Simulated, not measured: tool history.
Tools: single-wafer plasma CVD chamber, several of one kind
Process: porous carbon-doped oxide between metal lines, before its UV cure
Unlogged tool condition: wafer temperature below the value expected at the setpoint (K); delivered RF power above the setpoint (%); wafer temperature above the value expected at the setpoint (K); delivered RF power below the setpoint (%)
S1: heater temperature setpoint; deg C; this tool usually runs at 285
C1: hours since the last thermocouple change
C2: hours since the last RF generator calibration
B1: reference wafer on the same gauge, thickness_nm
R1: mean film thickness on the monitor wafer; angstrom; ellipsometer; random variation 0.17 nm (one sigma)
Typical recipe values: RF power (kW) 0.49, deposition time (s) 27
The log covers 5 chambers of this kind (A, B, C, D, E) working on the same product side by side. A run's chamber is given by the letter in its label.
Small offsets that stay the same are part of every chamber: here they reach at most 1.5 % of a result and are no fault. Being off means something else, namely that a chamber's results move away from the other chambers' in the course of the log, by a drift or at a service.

Run 1D, hour 11.8: usual settings; C1 933.8; C2 1489.2; B1 162.04. Result: R1 1596.8 angstrom.
Run 2A, hour 20.9: usual settings; C1 1497.3; C2 801.3; B1 162.02. Result: R1 1575.6 angstrom.
Run 3B, hour 26.9: usual settings; C1 166.7; C2 952.3; B1 162.05. Result: R1 1580.9 angstrom.
Run 4C, hour 39: usual settings; C1 1624.9; C2 519.8; B1 162.08. Result: R1 1585.2 angstrom.
Run 5E, hour 49.5: usual settings; C1 996.7; C2 234.2; B1 162.13. Result: R1 1581 angstrom.
Run 6B, hour 60.8: usual settings; C1 200.6; C2 986.2; B1 162.16. Result: R1 1581.2 angstrom.
Run 7A, hour 67.4: usual settings; C1 1543.8; C2 847.8; B1 162.22. Result: R1 1573.7 angstrom.
Run 8C, hour 79.6: usual settings; C1 1665.5; C2 560.4; B1 162.21. Result: R1 1583.2 angstrom.
Run 9D, hour 86.8: usual settings; C1 1008.8; C2 1564.2; B1 162.27. Result: R1 1602.7 angstrom.
Run 10E, hour 93.3: usual settings; C1 1040.5; C2 278; B1 162.23. Result: R1 1582.8 angstrom.
Run 11E, hour 100.3: usual settings; C1 1047.5; C2 285; B1 162.24. Result: R1 1581.3 angstrom.
Run 12D, hour 106.7: usual settings but S1 291 deg C, RF power (kW) 0.575; C1 1028.7; C2 1584.1; B1 162.25. Result: R1 1716 angstrom.
Run 13A, hour 113.2: usual settings but S1 291 deg C, RF power (kW) 0.575; C1 1589.6; C2 893.6; B1 162.29. Result: R1 1691 angstrom.
Run 14C, hour 125: usual settings but S1 291 deg C, RF power (kW) 0.575; C1 1710.9; C2 605.8; B1 162.37. Result: R1 1694.9 angstrom.
Run 15B, hour 131.9: usual settings but S1 291 deg C, RF power (kW) 0.575; C1 271.7; C2 1057.3; B1 162.32. Result: R1 1695 angstrom.
Run 16D, hour 142.9: usual settings but S1 291 deg C, RF power (kW) 0.575; C1 1064.9; C2 1620.3; B1 162.36. Result: R1 1716.4 angstrom.
Run 17C, hour 151.4: usual settings; C1 1737.3; C2 632.2; B1 162.37. Result: R1 1584.9 angstrom.
Run 18E, hour 157.7: usual settings; C1 1104.9; C2 342.4; B1 162.46. Result: R1 1583.8 angstrom.
Run 19A, hour 166.3: usual settings but S1 293 deg C; C1 1642.7; C2 946.7; B1 162.44. Result: R1 1500.8 angstrom.
Run 20B, hour 176.6: usual settings but S1 293 deg C; C1 316.4; C2 1102; B1 162.47. Result: R1 1509.8 angstrom.
Run 21E, hour 186.6: usual settings but S1 293 deg C; C1 1133.8; C2 371.3; B1 162.48. Result: R1 1512.2 angstrom.
Run 22D, hour 196.9: usual settings but S1 293 deg C; C1 1118.9; C2 1674.3; B1 162.52. Result: R1 1529.1 angstrom.
Run 23A, hour 205.8: usual settings but S1 293 deg C; C1 1682.2; C2 986.2; B1 162.54. Result: R1 1502.3 angstrom.
Run 24C, hour 214.2: usual settings but S1 292 deg C; C1 1800.1; C2 695; B1 162.56. Result: R1 1521.1 angstrom.
Run 25B, hour 227.3: usual settings but S1 292 deg C; C1 367.1; C2 1152.7; B1 162.57. Result: R1 1517.7 angstrom.
Run 26A, hour 235.8: usual settings but S1 292 deg C; C1 1712.2; C2 1016.2; B1 162.55. Result: R1 1512.4 angstrom.
Run 27B, hour 244.9: usual settings but S1 292 deg C; C1 384.7; C2 1170.3; B1 162.66. Result: R1 1520.2 angstrom.
Run 28C, hour 252.3: usual settings but S1 292 deg C; C1 1838.2; C2 733.1; B1 162.64. Result: R1 1521.1 angstrom.
Run 29E, hour 265: usual settings; C1 1212.2; C2 449.7; B1 162.74. Result: R1 1585.9 angstrom.
Run 30D, hour 271.3: usual settings; C1 1193.3; C2 1748.7; B1 162.7. Result: R1 1606.3 angstrom.

Is one chamber out of step, is the gauge drifting, or do the chambers differ by no more than their own small offsets? For an off chamber, give its letter and the likeliest cause.

Gauge drift. The chambers move together only on paper, and none stands off.
Most likely cause: gauge reads high (%) = 0.449.
